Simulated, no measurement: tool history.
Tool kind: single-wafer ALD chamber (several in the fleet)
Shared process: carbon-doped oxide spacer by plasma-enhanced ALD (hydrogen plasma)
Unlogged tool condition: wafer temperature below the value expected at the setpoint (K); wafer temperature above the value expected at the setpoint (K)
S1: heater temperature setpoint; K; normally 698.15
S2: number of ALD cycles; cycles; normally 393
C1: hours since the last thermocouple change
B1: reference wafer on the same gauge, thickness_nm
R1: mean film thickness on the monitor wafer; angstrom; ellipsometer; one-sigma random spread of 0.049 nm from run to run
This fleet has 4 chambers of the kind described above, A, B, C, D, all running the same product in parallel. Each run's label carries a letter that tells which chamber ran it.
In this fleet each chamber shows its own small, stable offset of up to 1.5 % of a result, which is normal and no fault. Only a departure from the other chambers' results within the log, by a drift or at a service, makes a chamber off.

run 1B hour=12.6 | S1=698.15 S2=393 | C1=79.1 | B1=15.096 | R1=180.15
run 2C hour=23.2 | S1=698.15 S2=393 | C1=814.6 | B1=15.102 | R1=181.96
run 3D hour=35.9 | S1=698.15 S2=393 | C1=2232.9 | B1=15.096 | R1=180.77
run 4A hour=47.3 | S1=698.15 S2=393 | C1=371.2 | B1=15.107 | R1=180.06
run 5C hour=53.3 | S1=698.15 S2=393 | C1=844.7 | B1=15.101 | R1=181.81
run 6D hour=65.4 | S1=698.15 S2=393 | C1=2262.4 | B1=15.095 | R1=180.47
run 7A hour=75.1 | S1=698.15 S2=393 | C1=399.0 | B1=15.108 | R1=180.44
run 8B hour=81.8 | S1=698.15 S2=393 | C1=148.3 | B1=15.098 | R1=180.51
run 9A hour=90.8 | S1=698.15 S2=393 | C1=414.7 | B1=15.108 | R1=180.80
run 10B hour=99.1 | S1=698.15 S2=393 | C1=165.6 | B1=15.097 | R1=180.52
run 11D hour=112.5 | S1=698.15 S2=393 | C1=2309.5 | B1=15.106 | R1=182.00
run 12C hour=120.7 | S1=698.15 S2=393 | C1=912.1 | B1=15.096 | R1=181.86
run 13B hour=129.4 | S1=698.15 S2=393 | C1=195.9 | B1=15.096 | R1=179.46
run 14C hour=140.0 | S1=698.15 S2=393 | C1=931.4 | B1=15.098 | R1=182.58
run 15D hour=150.8 | S1=698.15 S2=393 | C1=2347.8 | B1=15.106 | R1=181.13
run 16A hour=160.6 | S1=694.15 S2=325 | C1=484.5 | B1=15.106 | R1=151.91
run 17B hour=169.9 | S1=694.15 S2=325 | C1=236.4 | B1=15.097 | R1=150.23
run 18A hour=179.5 | S1=694.15 S2=325 | C1=503.4 | B1=15.108 | R1=151.10
run 19D hour=193.1 | S1=694.15 S2=325 | C1=2390.1 | B1=15.108 | R1=151.95
run 20C hour=200.1 | S1=689.15 S2=455 | C1=991.5 | B1=15.094 | R1=216.81
run 21C hour=208.8 | S1=689.15 S2=455 | C1=1000.2 | B1=15.091 | R1=216.31
run 22D hour=218.8 | S1=689.15 S2=455 | C1=2415.8 | B1=15.112 | R1=215.86
run 23B hour=227.8 | S1=689.15 S2=455 | C1=294.3 | B1=15.095 | R1=214.80
-- hour=233.2 chamber D: thermocouple changed; heater temperature recalibrated
run 24A hour=237.2 | S1=698.15 S2=393 | C1=561.1 | B1=15.102 | R1=180.30
run 25D hour=247.0 | S1=698.15 S2=393 | C1=13.8 | B1=15.102 | R1=181.61
run 26C hour=253.2 | S1=698.15 S2=323 | C1=1044.6 | B1=15.097 | R1=149.80
run 27B hour=265.4 | S1=698.15 S2=323 | C1=331.9 | B1=15.098 | R1=147.59
run 28A hour=276.9 | S1=698.15 S2=323 | C1=600.8 | B1=15.100 | R1=148.31
run 29A hour=290.5 | S1=698.15 S2=323 | C1=614.4 | B1=15.098 | R1=149.08

The same settings go to every chamber for the next run, one line per chamber below. Forecast the results for each:
run 30A hour=300.2 | S1=698.15 S2=357 | R1=?
run 30B hour=300.2 | S1=698.15 S2=357 | R1=?
run 30C hour=300.2 | S1=698.15 S2=357 | R1=?
run 30D hour=300.2 | S1=698.15 S2=357 | R1=?

run=30A R1=164.04
run=30B R1=162.50
run=30C R1=165.04
run=30D R1=164.42
